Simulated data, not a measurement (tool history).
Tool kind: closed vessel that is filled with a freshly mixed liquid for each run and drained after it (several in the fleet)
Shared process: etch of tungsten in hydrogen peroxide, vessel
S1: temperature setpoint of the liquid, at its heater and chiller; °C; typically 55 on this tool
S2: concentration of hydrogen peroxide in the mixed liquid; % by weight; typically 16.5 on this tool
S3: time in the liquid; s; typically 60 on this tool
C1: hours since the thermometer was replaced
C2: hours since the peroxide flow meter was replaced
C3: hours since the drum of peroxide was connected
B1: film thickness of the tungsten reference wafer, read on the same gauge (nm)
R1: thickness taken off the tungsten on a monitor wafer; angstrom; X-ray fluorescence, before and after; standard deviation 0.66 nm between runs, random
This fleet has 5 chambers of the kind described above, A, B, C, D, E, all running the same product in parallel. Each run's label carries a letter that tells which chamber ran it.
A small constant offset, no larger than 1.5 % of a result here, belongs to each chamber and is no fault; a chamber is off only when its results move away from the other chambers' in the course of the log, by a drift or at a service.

run    day  S1    S2  S3      C1      C2     C3      B1      R1
 1E  0.296  55  16.5  60   935.9   885.2  404.1  70.014  1755.3
 2A  0.583  55  16.5  60   165.8  2201.8  138.1  70.018  1758.4
 3D   0.75  55  16.5  60   285.9   585.1  648.9  70.025  1745.6
 4C  1.046  55  16.5  60  1889.9   291.8  790.3  69.996  1739.7
 5B  1.296  55  16.5  60  2615.5  1107.5  883.4  70.004  1753.3
 6A  1.529  55  16.5  60   188.5  2224.5  160.8  69.986  1756.5
 7B  1.825  55  16.5  35  2628.2  1120.2  896.1      70  1022.9
 8C  2.017  55  16.5  35  1913.2   315.1  813.6  69.996  1016.4
 9E  2.312  55  16.5  35   984.3   933.6  452.5      70  1032.1
10D  2.458  55  16.5  35   326.9   626.1  689.9  70.023    1026
11A  2.671  55  16.5  35   215.9  2251.9  188.2  69.996  1024.2
      2.85  -- chamber C: new drum of peroxide connected
12D  2.917  55  16.5  60   337.9   637.1  700.9  70.009  1748.8
13B  3.183  55  16.5  60  2660.8  1152.8  928.7  70.002    1756
14E  3.338  55  16.5  60  1008.9   958.2  477.1  70.019  1766.9
15C  3.546  55  16.5  60  1949.9   351.8   16.8  70.015  1746.6
16A  3.696  55  16.5  60   240.5  2276.5  212.8  70.005  1765.9
17B  3.954  55  16.5  60  2679.3  1171.3  947.2  69.992  1765.8
18C    4.1  55  16.5  60  1963.2   365.1   30.1  69.991  1742.6
19E  4.258  55  16.5  60    1031   980.3  499.2   70.03  1760.2
20D  4.542  55  16.5  60   376.9   676.1  739.9  70.001  1749.6
21A  4.746  55  16.5  60   265.7  2301.7    238  69.979  1750.6
22B  4.992  55  16.5  60  2704.2  1196.2  972.1  70.005  1738.1
23D  5.133  55  16.5  60   391.1   690.3  754.1  69.987  1759.2
24E  5.425  55  16.5  60    1059  1008.3  527.2  70.005  1764.1
25C  5.675  61  16.5  50    2001   402.9   67.9  69.995  2067.7
26C  5.875  61  16.5  50  2005.8   407.7   72.7  69.996    2078
27B  6.017  61  16.5  50  2728.8  1220.8  996.7   69.97  2080.2
28E  6.183  61  16.5  50  1077.2  1026.5  545.4  69.996  2061.5
29D  6.379  61  16.5  50     421   720.2    784  69.976  2081.4
30A  6.675  55  16.5  60     312    2348  284.3  69.992  1744.2

All 5 chambers run these settings next. Forecast each chamber's results:
31A  6.908  55  16.5  60                   ?
31B  6.908  55  16.5  60                   ?
31C  6.908  55  16.5  60                   ?
31D  6.908  55  16.5  60                   ?
31E  6.908  55  16.5  60                   ?

run      R1
31A  1756.4
31B  1764.7
31C    1735
31D  1751.7
31E  1759.5
